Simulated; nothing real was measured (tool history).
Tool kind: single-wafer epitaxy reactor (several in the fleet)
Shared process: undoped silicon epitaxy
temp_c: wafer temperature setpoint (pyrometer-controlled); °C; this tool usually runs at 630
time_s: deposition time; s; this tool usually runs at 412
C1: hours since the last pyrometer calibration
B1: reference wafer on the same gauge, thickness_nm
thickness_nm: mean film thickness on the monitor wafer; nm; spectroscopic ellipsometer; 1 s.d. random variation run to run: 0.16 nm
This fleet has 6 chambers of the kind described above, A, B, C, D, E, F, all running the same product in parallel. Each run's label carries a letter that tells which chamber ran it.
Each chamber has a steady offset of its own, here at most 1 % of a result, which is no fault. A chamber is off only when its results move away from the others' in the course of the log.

run 1F hour=8.5 | temp_c=630 time_s=412 | C1=536.9 | B1=50.308 | thickness_nm=44.307
run 2A hour=16.6 | temp_c=630 time_s=412 | C1=390.1 | B1=50.287 | thickness_nm=44.213
run 3C hour=23.3 | temp_c=630 time_s=412 | C1=1067.3 | B1=50.291 | thickness_nm=44.472
run 4E hour=29.2 | temp_c=630 time_s=412 | C1=923.1 | B1=50.33 | thickness_nm=44.25
run 5B hour=39.1 | temp_c=630 time_s=412 | C1=1512.8 | B1=50.309 | thickness_nm=44.224
run 6D hour=43.9 | temp_c=623 time_s=412 | C1=381.2 | B1=50.295 | thickness_nm=37.758
run 7D hour=54.6 | temp_c=623 time_s=412 | C1=391.9 | B1=50.283 | thickness_nm=37.839
run 8B hour=60.7 | temp_c=623 time_s=412 | C1=1534.4 | B1=50.28 | thickness_nm=37.703
run 9F hour=71.2 | temp_c=623 time_s=412 | C1=599.6 | B1=50.279 | thickness_nm=37.71
run 10A hour=80.6 | temp_c=623 time_s=412 | C1=454.1 | B1=50.319 | thickness_nm=37.597
run 11E hour=91 | temp_c=623 time_s=412 | C1=984.9 | B1=50.299 | thickness_nm=37.222
run 12C hour=97.3 | temp_c=630 time_s=412 | C1=1141.3 | B1=50.324 | thickness_nm=44.376
run 13F hour=107.1 | temp_c=630 time_s=412 | C1=635.5 | B1=50.29 | thickness_nm=44.521
run 14E hour=114.9 | temp_c=630 time_s=412 | C1=1008.8 | B1=50.282 | thickness_nm=44.069
run 15C hour=119.9 | temp_c=630 time_s=412 | C1=1163.9 | B1=50.299 | thickness_nm=44.59
run 16D hour=128.9 | temp_c=630 time_s=346 | C1=466.2 | B1=50.295 | thickness_nm=37.13
run 17A hour=137.2 | temp_c=630 time_s=346 | C1=510.7 | B1=50.3 | thickness_nm=37.28
run 18B hour=147.4 | temp_c=630 time_s=346 | C1=1621.1 | B1=50.338 | thickness_nm=36.783
run 19D hour=156.1 | temp_c=630 time_s=346 | C1=493.4 | B1=50.308 | thickness_nm=37.071
-- hour=160.9 chamber C: pyrometer calibrated
run 20F hour=164 | temp_c=630 time_s=346 | C1=692.4 | B1=50.282 | thickness_nm=37.512
run 21E hour=171.5 | temp_c=630 time_s=346 | C1=1065.4 | B1=50.315 | thickness_nm=37.173
run 22C hour=180.8 | temp_c=630 time_s=412 | C1=19.9 | B1=50.326 | thickness_nm=44.59
run 23A hour=191 | temp_c=630 time_s=412 | C1=564.5 | B1=50.335 | thickness_nm=44.407
run 24B hour=201.2 | temp_c=630 time_s=412 | C1=1674.9 | B1=50.279 | thickness_nm=44.25
run 25D hour=206 | temp_c=630 time_s=412 | C1=543.3 | B1=50.309 | thickness_nm=44.399
run 26F hour=216.1 | temp_c=639 time_s=366 | C1=744.5 | B1=50.274 | thickness_nm=48.344
run 27C hour=222.7 | temp_c=639 time_s=366 | C1=61.8 | B1=50.269 | thickness_nm=48.823
run 28A hour=229 | temp_c=639 time_s=366 | C1=602.5 | B1=50.282 | thickness_nm=48.627
run 29B hour=239.5 | temp_c=639 time_s=366 | C1=1713.2 | B1=50.298 | thickness_nm=48.023
run 30E hour=247.9 | temp_c=639 time_s=366 | C1=1141.8 | B1=50.287 | thickness_nm=48.14
run 31E hour=254.7 | temp_c=639 time_s=366 | C1=1148.6 | B1=50.28 | thickness_nm=48.022
run 32B hour=260.3 | temp_c=630 time_s=412 | C1=1734 | B1=50.345 | thickness_nm=44.026
run 33D hour=267.9 | temp_c=644 time_s=412 | C1=605.2 | B1=50.326 | thickness_nm=60.502
run 34C hour=273.4 | temp_c=644 time_s=412 | C1=112.5 | B1=50.31 | thickness_nm=61.172
run 35A hour=281.9 | temp_c=644 time_s=412 | C1=655.4 | B1=50.281 | thickness_nm=60.812
run 36F hour=287.8 | temp_c=644 time_s=412 | C1=816.2 | B1=50.258 | thickness_nm=60.954
run 37E hour=297.9 | temp_c=644 time_s=412 | C1=1191.8 | B1=50.272 | thickness_nm=60.7
run 38B hour=307.1 | temp_c=644 time_s=412 | C1=1780.8 | B1=50.365 | thickness_nm=60.308
run 39D hour=312.4 | temp_c=630 time_s=412 | C1=649.7 | B1=50.293 | thickness_nm=44.285

What goes on in this fleet: one chamber off, a drifting gauge, or nothing beyond the chambers' own small offsets? Name the chamber and the cause, if any.

The fleet is healthy, with each chamber sitting at its usual small offset and no drift in the gauge.
